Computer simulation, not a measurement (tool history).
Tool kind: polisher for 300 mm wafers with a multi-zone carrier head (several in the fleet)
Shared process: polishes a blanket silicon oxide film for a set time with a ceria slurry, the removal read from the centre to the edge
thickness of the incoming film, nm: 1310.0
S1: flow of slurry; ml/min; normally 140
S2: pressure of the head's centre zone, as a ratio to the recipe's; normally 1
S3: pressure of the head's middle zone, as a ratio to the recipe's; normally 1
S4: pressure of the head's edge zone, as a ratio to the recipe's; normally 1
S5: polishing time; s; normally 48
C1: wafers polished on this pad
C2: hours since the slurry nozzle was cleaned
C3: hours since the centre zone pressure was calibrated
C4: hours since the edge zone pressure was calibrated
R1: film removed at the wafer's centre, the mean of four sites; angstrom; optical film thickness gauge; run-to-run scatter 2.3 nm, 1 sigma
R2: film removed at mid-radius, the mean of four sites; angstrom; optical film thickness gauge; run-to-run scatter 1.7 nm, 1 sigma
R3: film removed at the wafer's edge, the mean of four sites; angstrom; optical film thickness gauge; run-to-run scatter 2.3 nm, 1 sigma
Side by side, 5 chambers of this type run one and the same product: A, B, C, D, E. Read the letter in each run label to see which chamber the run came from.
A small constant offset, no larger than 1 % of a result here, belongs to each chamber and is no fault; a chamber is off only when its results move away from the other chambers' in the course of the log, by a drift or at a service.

run	day	S1	S2	S3	S4	S5	C1	C2	C3	C4	R1	R2	R3
# day 0.1: chamber B: worn pad replaced by a new one
1C	0.271	140	1	1	1	48	407	365.2	163.5	136.7	2000.7	2003.2	1953.5
2D	0.821	140	1	1	1	48	580	137.6	607.3	54.2	1979.9	1965	2035.7
3E	1.125	140	1	1	1	48	1416	725	515	241.8	1951.4	2008.1	1948.8
# day 1.192: chamber E: worn pad replaced by a new one
4A	1.575	140	1	1	1	48	905	631.7	378.5	105.6	1943.9	1948.9	1985.3
# day 1.825: chamber A: worn pad replaced by a new one
5B	2.129	140	1	1	1	48	655	897	696.5	235.1	1992.2	2004.9	1975.3
# day 2.367: chamber D: worn pad replaced by a new one
# day 2.375: chamber C: worn pad replaced by a new one
6D	2.388	140	1	1	1	48	7	175.2	644.9	91.8	2018.5	1985.7	2005.6
7B	2.704	140	1	1	1	48	841	910.8	710.3	248.9	2014.9	1969.3	1968.5
# day 2.817: chamber B: slurry nozzle cleaned
# day 2.929: chamber E: slurry nozzle cleaned
8A	3.088	140	1	1	1	48	407	668	414.8	141.9	1982.4	1957	2022.3
9E	3.608	140	1	1	1	48	781	16.4	574.6	301.4	1985.6	2012.4	1976.3
# day 3.771: chamber B: worn pad replaced by a new one
10C	4.012	140	1	1	1	48	529	455	253.3	226.5	1988.4	1975.4	1962.2
11E	4.35	140	1	1	1	48	1020	34.2	592.4	319.2	2004.2	1968	2001
12D	4.917	140	1	1	1	48	823	235.9	705.6	152.5	1998.4	1966.5	1991.6
# day 4.971: chamber A: worn pad replaced by a new one
# day 5.212: chamber D: slurry nozzle cleaned
13B	5.296	140	1	1	1	48	492	59.5	772.5	311.1	1988.2	1992.1	1945.4
# day 5.638: chamber C: worn pad replaced by a new one
# day 5.7: chamber D: worn pad replaced by a new one
# day 5.708: chamber E: worn pad replaced by a new one
14A	5.742	140	1	1	1	48	249	731.7	478.5	205.6	1983.6	1986.2	2028.4
# day 5.871: chamber C: slurry nozzle cleaned
15C	6.092	140	1	1	1	48	147	5.3	303.2	276.4	1978	1986.2	1993.4
16A	6.554	105	1	1	1	48	511	751.2	498	225.1	1785	1801.9	1906.2
17B	6.879	105	1	1	1	48	1004	97.5	810.5	349.1	1839.6	1866.8	1892
# day 7.029: chamber B: worn pad replaced by a new one
18E	7.421	105	1	1	1	48	552	107.9	666.1	392.9	1843	1867.1	1918.9
19D	7.733	105	1	1	1	48	656	60.5	773.2	220.1	1819.8	1840.4	1906.8
20C	8.062	105	1	1	1	48	783	52.6	350.5	323.7	1853.3	1836.4	1894.7
21E	8.342	140	1	1	1	48	850	130	688.2	415	1977.9	1994.7	1974.5
# day 8.662: chamber D: worn pad replaced by a new one
# day 8.767: chamber A: worn pad replaced by a new one
22D	8.871	140	1	1	1	48	67	87.8	800.5	247.4	1968.7	2000.5	1978.5
# day 8.975: chamber C: worn pad replaced by a new one
23B	9.258	155	1	1	0.96	48	719	154.6	867.6	406.2	2007.3	2050.5	1974.7
24C	9.662	155	1	1	0.96	48	222	91	388.9	362.1	2031.3	2043.1	1900.6
# day 9.775: chamber B: edge zone pressure recalibrated
25A	10.088	155	1	1	0.96	48	427	836	582.8	309.9	1956.3	1975.1	2009.1
# day 10.138: chamber E: worn pad replaced by a new one
26B	10.358	155	1	1	0.96	48	1074	181	894	14	2043.1	2069.2	1968.1
# day 10.383: chamber B: centre zone pressure recalibrated
# day 10.388: chamber B: worn pad replaced by a new one
27A	10.842	155	1	1	0.96	48	670	854.1	600.9	328	1881.2	2004.8	1982
28E	11.421	140	1	1	1	48	415	203.9	762.1	488.9	1976.3	2006.3	1946.7
# day 11.525: chamber D: worn pad replaced by a new one
29D	11.808	140	1	1	1	48	91	158.3	871	317.9	1962.3	1951.5	1939.8
# day 12.112: chamber C: worn pad replaced by a new one
# day 12.258: chamber A: worn pad replaced by a new one
30C	12.271	140	1	1	1	48	51	153.6	451.5	424.7	1963.7	1996.9	1935.4
31C	12.588	140	1	1	1	48	153	161.2	459.1	432.3	2004.6	1965.8	1986.6
32B	13.012	140	1	1	1	48	847	244.7	63.2	77.7	1987.8	1982	1977.8
# day 13.042: chamber C: centre zone pressure recalibrated
33D	13.271	140	1	1	0.94	32	563	193.4	906.1	353	1306.1	1310.4	1277.5
# day 13.55: chamber B: worn pad replaced by a new one
34E	13.638	140	1	1	0.94	32	1130	257.1	815.3	542.1	1339.5	1339.9	1279.2
35A	14.1	140	1	1	0.94	32	594	932.3	679.1	406.2	1175.7	1302.3	1279.2
# day 14.262: chamber E: worn pad replaced by a new one
36A	14.542	140	1	1	0.94	32	737	942.9	689.7	416.8	1163.9	1308.6	1292
37B	14.808	140	1	1	0.94	32	407	287.8	106.3	120.8	1316.1	1346.6	1288.3
# day 14.912: chamber A: slurry nozzle cleaned
# day 15.171: chamber D: worn pad replaced by a new one
38C	15.196	140	1	1	1	48	995	223.8	51.8	494.9	1989.7	1964.7	1947.5
# day 15.392: chamber A: worn pad replaced by a new one
39D	15.762	140	1	1	1	48	191	253.2	965.9	412.8	1994.2	1930.4	2012.4
40E	16.079	140	1	1	1	48	587	315.7	873.9	600.7	1987.7	2014.8	1973
41A	16.579	140	1	1	1	48	383	40	738.6	465.7	1754.4	1934	2002.6

Predict what each chamber gives when all 5 of them run the settings below next.
42A	16.996	100	1	1	1	48					?	?	?
42B	16.996	100	1	1	1	48					?	?	?
42C	16.996	100	1	1	1	48					?	?	?
42D	16.996	100	1	1	1	48					?	?	?
42E	16.996	100	1	1	1	48					?	?	?

run	R1	R2	R3
42A	1607.8	1822.5	1864.8
42B	1758.1	1822.2	1899.4
42C	1805.7	1838.8	1874.3
42D	1813.3	1797.6	1828.7
42E	1844.7	1839.1	1875.7
